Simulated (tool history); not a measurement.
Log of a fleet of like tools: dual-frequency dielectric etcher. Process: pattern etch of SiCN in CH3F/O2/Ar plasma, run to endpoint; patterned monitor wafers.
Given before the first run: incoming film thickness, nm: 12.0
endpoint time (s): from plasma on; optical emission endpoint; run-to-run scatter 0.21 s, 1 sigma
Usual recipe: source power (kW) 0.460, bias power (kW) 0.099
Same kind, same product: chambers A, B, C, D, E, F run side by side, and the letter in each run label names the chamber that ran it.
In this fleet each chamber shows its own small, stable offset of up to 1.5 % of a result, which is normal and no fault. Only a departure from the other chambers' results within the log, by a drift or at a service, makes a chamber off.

{"run": "1D", "hour": 4.3, "source power (kW)": 0.46, "bias power (kW)": 0.099, "endpoint time (s)": 26.974}
{"run": "2B", "hour": 9.5, "source power (kW)": 0.46, "bias power (kW)": 0.099, "endpoint time (s)": 27.349}
{"run": "3E", "hour": 12.6, "source power (kW)": 0.46, "bias power (kW)": 0.099, "endpoint time (s)": 26.879}
{"run": "4F", "hour": 16.6, "source power (kW)": 0.46, "bias power (kW)": 0.099, "endpoint time (s)": 27.101}
{"run": "5A", "hour": 20.9, "source power (kW)": 0.46, "bias power (kW)": 0.099, "endpoint time (s)": 27.395}
{"run": "6C", "hour": 24.3, "source power (kW)": 0.46, "bias power (kW)": 0.099, "endpoint time (s)": 26.895}
{"run": "7A", "hour": 29.9, "source power (kW)": 0.46, "bias power (kW)": 0.099, "endpoint time (s)": 27.11}
{"run": "8B", "hour": 34.2, "source power (kW)": 0.46, "bias power (kW)": 0.099, "endpoint time (s)": 26.96}
{"run": "9D", "hour": 37.3, "source power (kW)": 0.46, "bias power (kW)": 0.099, "endpoint time (s)": 27.016}
{"run": "10E", "hour": 40.7, "source power (kW)": 0.46, "bias power (kW)": 0.099, "endpoint time (s)": 26.857}
{"run": "11C", "hour": 44.2, "source power (kW)": 0.46, "bias power (kW)": 0.099, "endpoint time (s)": 27.333}
{"run": "12F", "hour": 50.1, "source power (kW)": 0.46, "bias power (kW)": 0.099, "endpoint time (s)": 26.929}
{"run": "13C", "hour": 53.9, "source power (kW)": 0.46, "bias power (kW)": 0.099, "endpoint time (s)": 26.969}
{"run": "14A", "hour": 57.6, "source power (kW)": 0.46, "bias power (kW)": 0.099, "endpoint time (s)": 27.344}
{"run": "15B", "hour": 63.1, "source power (kW)": 0.46, "bias power (kW)": 0.099, "endpoint time (s)": 27.447}
{"run": "16E", "hour": 68.3, "source power (kW)": 0.55, "bias power (kW)": 0.117, "endpoint time (s)": 24.051}
{"run": "17D", "hour": 71.7, "source power (kW)": 0.55, "bias power (kW)": 0.117, "endpoint time (s)": 23.674}
{"hour": 72.5, "done": "chamber B: source power generator calibrated"}
{"run": "18F", "hour": 75.3, "source power (kW)": 0.55, "bias power (kW)": 0.117, "endpoint time (s)": 23.696}
{"run": "19A", "hour": 80.6, "source power (kW)": 0.55, "bias power (kW)": 0.117, "endpoint time (s)": 23.464}
{"run": "20F", "hour": 83.9, "source power (kW)": 0.55, "bias power (kW)": 0.117, "endpoint time (s)": 23.732}
{"run": "21B", "hour": 87.3, "source power (kW)": 0.55, "bias power (kW)": 0.117, "endpoint time (s)": 24.424}
{"run": "22E", "hour": 92.6, "source power (kW)": 0.46, "bias power (kW)": 0.099, "endpoint time (s)": 26.93}
{"run": "23C", "hour": 98.4, "source power (kW)": 0.46, "bias power (kW)": 0.099, "endpoint time (s)": 27.257}
{"run": "24D", "hour": 103.4, "source power (kW)": 0.46, "bias power (kW)": 0.099, "endpoint time (s)": 27.162}
{"run": "25F", "hour": 107.9, "source power (kW)": 0.55, "bias power (kW)": 0.09, "endpoint time (s)": 26.32}
{"run": "26C", "hour": 111.8, "source power (kW)": 0.55, "bias power (kW)": 0.09, "endpoint time (s)": 26.021}
{"run": "27D", "hour": 117.7, "source power (kW)": 0.55, "bias power (kW)": 0.09, "endpoint time (s)": 26.211}
{"run": "28B", "hour": 122.9, "source power (kW)": 0.55, "bias power (kW)": 0.09, "endpoint time (s)": 26.151}
{"run": "29E", "hour": 127.7, "source power (kW)": 0.55, "bias power (kW)": 0.09, "endpoint time (s)": 26.306}
{"run": "30A", "hour": 130.6, "source power (kW)": 0.55, "bias power (kW)": 0.09, "endpoint time (s)": 26.185}
{"run": "31F", "hour": 135.0, "source power (kW)": 0.46, "bias power (kW)": 0.099, "endpoint time (s)": 27.256}
{"run": "32D", "hour": 139.3, "source power (kW)": 0.46, "bias power (kW)": 0.099, "endpoint time (s)": 26.882}
{"run": "33C", "hour": 142.3, "source power (kW)": 0.46, "bias power (kW)": 0.099, "endpoint time (s)": 26.921}
{"run": "34A", "hour": 145.7, "source power (kW)": 0.46, "bias power (kW)": 0.099, "endpoint time (s)": 27.549}
{"run": "35E", "hour": 149.5, "source power (kW)": 0.46, "bias power (kW)": 0.099, "endpoint time (s)": 27.377}
{"run": "36B", "hour": 153.4, "source power (kW)": 0.46, "bias power (kW)": 0.099, "endpoint time (s)": 27.393}
{"run": "37A", "hour": 156.1, "source power (kW)": 0.46, "bias power (kW)": 0.099, "endpoint time (s)": 26.878}
{"run": "38E", "hour": 159.5, "source power (kW)": 0.46, "bias power (kW)": 0.099, "endpoint time (s)": 26.748}
{"run": "39D", "hour": 164.1, "source power (kW)": 0.46, "bias power (kW)": 0.099, "endpoint time (s)": 27.707}
{"run": "40F", "hour": 168.4, "source power (kW)": 0.46, "bias power (kW)": 0.099, "endpoint time (s)": 26.856}
{"run": "41C", "hour": 173.3, "source power (kW)": 0.46, "bias power (kW)": 0.099, "endpoint time (s)": 26.947}

One chamber off, gauge drift, or nothing amiss beyond the chambers' own small offsets? If it is a chamber, which one, and what is the likeliest cause?

All chambers stay in line apart from their small fixed offsets, and the gauge does not drift.
